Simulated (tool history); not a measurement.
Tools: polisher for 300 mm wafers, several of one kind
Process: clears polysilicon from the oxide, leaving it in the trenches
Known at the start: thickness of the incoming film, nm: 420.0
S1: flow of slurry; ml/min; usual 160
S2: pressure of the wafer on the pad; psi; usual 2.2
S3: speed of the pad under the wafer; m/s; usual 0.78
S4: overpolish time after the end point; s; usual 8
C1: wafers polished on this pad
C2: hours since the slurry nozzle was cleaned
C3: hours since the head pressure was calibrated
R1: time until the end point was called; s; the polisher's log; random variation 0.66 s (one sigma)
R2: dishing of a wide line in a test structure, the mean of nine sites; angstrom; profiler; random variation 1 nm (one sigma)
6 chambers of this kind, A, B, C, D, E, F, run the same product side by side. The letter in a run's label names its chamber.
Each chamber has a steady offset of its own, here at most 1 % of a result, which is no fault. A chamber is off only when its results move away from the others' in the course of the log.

run	day	S1	S2	S3	S4	C1	C2	C3	R1	R2
# day 0.021: chamber B: worn pad replaced by a new one
# day 0.142: chamber C: worn pad replaced by a new one
1D	0.392	160	2.2	0.78	8	641	419.3	565	42.25	407.33
2C	0.754	160	2.2	0.78	8	137	586.6	522.8	42.379	406.99
# day 0.804: chamber A: worn pad replaced by a new one
3A	1.133	160	2.2	0.78	8	73	254.1	145.5	41.876	425.21
4B	1.371	160	2.2	0.78	8	301	195.6	535.3	41.361	420.99
# day 1.446: chamber F: worn pad replaced by a new one
# day 1.696: chamber F: head pressure recalibrated
5E	1.738	125	2.2	0.78	4	672	349.4	997.6	42.988	277.01
6F	2.171	125	2.2	0.78	4	161	263.5	11.5	44.98	273.43
7D	2.558	125	2.2	0.78	4	1123	471.3	617	44.6	273.85
# day 2.6: chamber E: worn pad replaced by a new one
# day 2.733: chamber D: worn pad replaced by a new one
8C	2.783	125	2.2	0.78	4	589	635.3	571.5	44.49	277.82
9A	3.038	125	2.2	0.78	4	497	299.8	191.2	44.335	274.35
# day 3.183: chamber A: worn pad replaced by a new one
10B	3.254	125	2.2	0.78	4	720	240.8	580.5	44.322	278.92
# day 3.45: chamber B: slurry nozzle cleaned
11F	3.462	160	2.2	0.78	10	449	294.5	42.5	42.343	486.4
12E	3.775	160	2.2	0.78	10	262	398.3	1046.5	42.136	465.2
13A	4.096	160	2.2	0.78	10	203	325.2	216.6	41.839	442.72
14C	4.358	160	2.2	0.78	10	940	673.1	609.3	42.82	458.99
15D	4.625	160	2.2	0.78	10	422	520.9	666.6	40.736	459.86
16F	4.842	160	2.2	0.78	10	756	327.6	75.6	42.573	444.45
# day 4.85: chamber D: head pressure recalibrated
17B	5.096	160	2.2	0.78	8	1131	39.6	624.7	41.999	432.76
# day 5.475: chamber C: worn pad replaced by a new one
18E	5.483	160	2.2	0.78	8	643	439.3	1087.5	41.624	424.4
# day 5.662: chamber A: worn pad replaced by a new one
19B	5.721	120	2.2	0.98	8	1270	54.6	639.7	36.477	437
20F	5.954	120	2.2	0.98	8	1004	354.3	102.3	35.481	452.4
# day 6.15: chamber E: worn pad replaced by a new one
21E	6.304	120	2.2	0.98	8	34	459	1107.2	35.91	437.32
# day 6.608: chamber F: worn pad replaced by a new one
22A	6.746	120	2.2	0.98	8	241	388.8	280.2	35.447	437.53
23C	6.958	120	2.2	0.98	8	331	735.5	671.7	34.748	465.46
# day 7.054: chamber B: worn pad replaced by a new one
24D	7.188	120	2.2	0.98	8	993	582.4	56.2	34.906	452.37
25C	7.433	160	2.2	0.78	8	436	746.9	683.1	42.644	411.91
26F	7.767	160	2.2	0.78	8	258	397.8	145.8	42.083	418.24
27B	8.158	160	2.2	0.78	8	246	113.1	698.2	43.702	426.86
# day 8.162: chamber D: worn pad replaced by a new one
28E	8.371	160	2.2	0.78	8	495	508.6	1156.8	43.158	414.9
# day 8.488: chamber A: worn pad replaced by a new one
29A	8.658	160	2.2	0.78	8	38	434.7	326.1	43.09	417.06
# day 8.962: chamber C: slurry nozzle cleaned
30D	9.038	160	2.2	0.78	8	195	626.8	100.6	41.585	420.75
# day 9.304: chamber A: slurry nozzle cleaned
# day 9.4: chamber E: worn pad replaced by a new one
31F	9.479	160	2.2	0.78	8	640	438.9	186.9	42.504	425.39
32E	9.712	160	2.2	0.78	8	70	540.8	1189	43.737	411.21
33B	10.029	160	2.2	0.78	8	663	158	743.1	42.256	435.62
34A	10.467	160	2.2	0.78	8	441	27.9	369.5	41.542	408.57
# day 10.704: chamber A: worn pad replaced by a new one
# day 10.767: chamber C: worn pad replaced by a new one
35C	10.804	160	2.2	0.78	13	8	44.2	764	41.252	490.72
36D	11.058	160	2.2	0.78	13	645	675.3	149.1	41.599	498.35
37E	11.346	160	2.2	0.78	13	434	580	1228.2	44.237	462.09
# day 11.533: chamber F: worn pad replaced by a new one
# day 11.558: chamber A: head pressure recalibrated
38B	11.729	160	2.2	0.78	13	1042	198.8	783.9	42.76	485.45
39A	12.096	160	2.2	0.78	13	310	67	13	41.434	461.24
40D	12.308	160	2.2	0.78	13	924	705.3	179.1	40.899	464.46
41F	12.733	160	2.2	0.78	8	268	517	265	42.08	425.87

Is one chamber off against the others, does the gauge drift, or is nothing wrong? If a chamber is off, say which, and what the likeliest cause is.

Chamber E drifts away from the others.
Cause: slurry flow missing at the pad, % = 38.
The log may not tell that from: head's pressure below its setpoint, %.

Here are 4 candidates for chamber E's next run, each the usual settings with a change, their results left as question marks. Which one brings its results back in line with what the others give on the usual settings?
In line means no further than this from the other chambers' mean on the usual settings: R1 2.3 s; R2 35 angstrom
42E-1	13.062	160	2.1	0.74	8				?	?
42E-2	13.062	160	2.3	0.82	8				?	?
42E-3	13.062	155	2	0.7	8				?	?
42E-4	13.062	165	2.4	0.86	8				?	?

The other chambers' mean on the usual settings: R1 41.893 s; R2 417.51 angstrom
run	R1	R2
42E-1	50.649	382.91
42E-2	41.612	420.69
42E-3	56.774	360.14
42E-4	37.687	438.59
42E-2 brings the chamber back in line.
